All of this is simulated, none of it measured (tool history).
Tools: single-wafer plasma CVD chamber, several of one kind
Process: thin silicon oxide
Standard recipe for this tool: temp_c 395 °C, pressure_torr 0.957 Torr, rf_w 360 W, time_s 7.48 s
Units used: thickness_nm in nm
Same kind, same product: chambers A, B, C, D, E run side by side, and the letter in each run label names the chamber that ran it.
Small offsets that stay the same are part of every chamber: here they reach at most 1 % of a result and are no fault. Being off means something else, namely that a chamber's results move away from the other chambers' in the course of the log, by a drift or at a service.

run	hour	temp_c	pressure_torr	rf_w	time_s	hours since the last thermocouple change	hours since the last RF generator calibration	hours since the last manometer calibration	read-back reference wafer on the same gauge, thickness_nm	thickness_nm
1B	10.4	395	0.957	360	7.48	1698.5	280.9	657.9	14.504	17.26
# hour 13.9: chamber A: RF generator calibrated
2A	18	395	0.957	360	7.48	2406.5	4.1	1992.2	14.502	17.376
3D	29.1	395	0.957	360	7.48	685.3	1362.6	274.2	14.506	17.475
4E	41.9	395	0.957	360	7.48	1649.7	95.2	2092	14.503	17.32
# hour 43.5: chamber C: RF generator calibrated
5C	53.5	395	1.137	360	7.48	1929.4	10.1	1075.2	14.504	19.491
6E	66.1	395	1.137	360	7.48	1673.9	119.4	2116.2	14.492	19.422
7B	78.5	395	1.137	360	7.48	1766.6	349	726	14.496	19.405
8A	90.7	395	1.137	360	7.48	2479.2	76.8	2064.9	14.501	19.579
9C	104.3	395	1.137	360	7.48	1980.2	60.9	1126	14.503	19.584
10D	116.6	395	0.957	360	7.48	772.8	1450.1	361.7	14.499	17.392
11B	129.9	395	0.957	360	7.48	1818	400.4	777.4	14.502	17.314
12E	138.9	395	0.957	360	7.48	1746.7	192.2	2189	14.501	17.268
13A	148.1	395	0.957	360	6.76	2536.6	134.2	2122.3	14.513	15.67
14C	160	395	0.957	360	6.76	2035.9	116.6	1181.7	14.51	15.738
15D	166.3	395	0.957	360	6.76	822.5	1499.8	411.4	14.505	15.737
16B	172.5	395	0.957	360	6.76	1860.6	443	820	14.495	15.605
17E	183.8	395	0.957	360	6.76	1791.6	237.1	2233.9	14.491	15.623
18A	190.5	395	0.957	360	7.48	2579	176.6	2164.7	14.494	17.369
# hour 190.9: chamber C: capacitance manometer re-zeroed and calibrated
19D	199	395	0.957	360	7.48	855.2	1532.5	444.1	14.506	17.377
# hour 200.9: chamber A: thermocouple changed; heater temperature recalibrated
20C	210.3	395	0.957	360	7.48	2086.2	166.9	19.5	14.503	17.34
21A	220.6	395	0.957	360	7.48	19.7	206.7	2194.8	14.501	17.417
22C	232.3	395	0.957	360	7.48	2108.2	188.9	41.5	14.501	17.372
23B	245	395	0.957	360	7.48	1933.1	515.5	892.5	14.501	17.305
24D	254.3	384	0.957	360	6.77	910.5	1587.8	499.4	14.508	15.892
25E	264	384	0.957	360	6.77	1871.8	317.3	2314.1	14.496	15.738
26E	275.5	384	0.957	360	6.77	1883.3	328.8	2325.6	14.499	15.711
27C	284.1	384	0.957	360	6.77	2160	240.7	93.3	14.503	15.88
28B	290.6	384	0.957	360	6.77	1978.7	561.1	938.1	14.511	15.763
29D	303.1	395	0.957	360	7.48	959.3	1636.6	548.2	14.498	17.387
30A	309.7	395	0.957	360	7.48	108.8	295.8	2283.9	14.5	17.305
31C	316.6	395	0.957	360	7.48	2192.5	273.2	125.8	14.498	17.351
32E	328.2	395	0.957	330	7.48	1936	381.5	2378.3	14.503	16.631
33D	337.1	395	0.957	330	7.48	993.3	1670.6	582.2	14.507	16.821
34B	349.4	395	0.957	330	7.48	2037.5	619.9	996.9	14.497	16.718
35A	361	395	0.957	330	7.48	160.1	347.1	2335.2	14.501	16.743

Read the log: is a single chamber off, either drifting away or since a service, is the gauge that measures every chamber drifting, or is nothing wrong beyond small per-chamber offsets? Name any odd chamber and what most likely caused it.

Neither any chamber nor the gauge drifts; the chambers differ only by their own small, steady offsets.
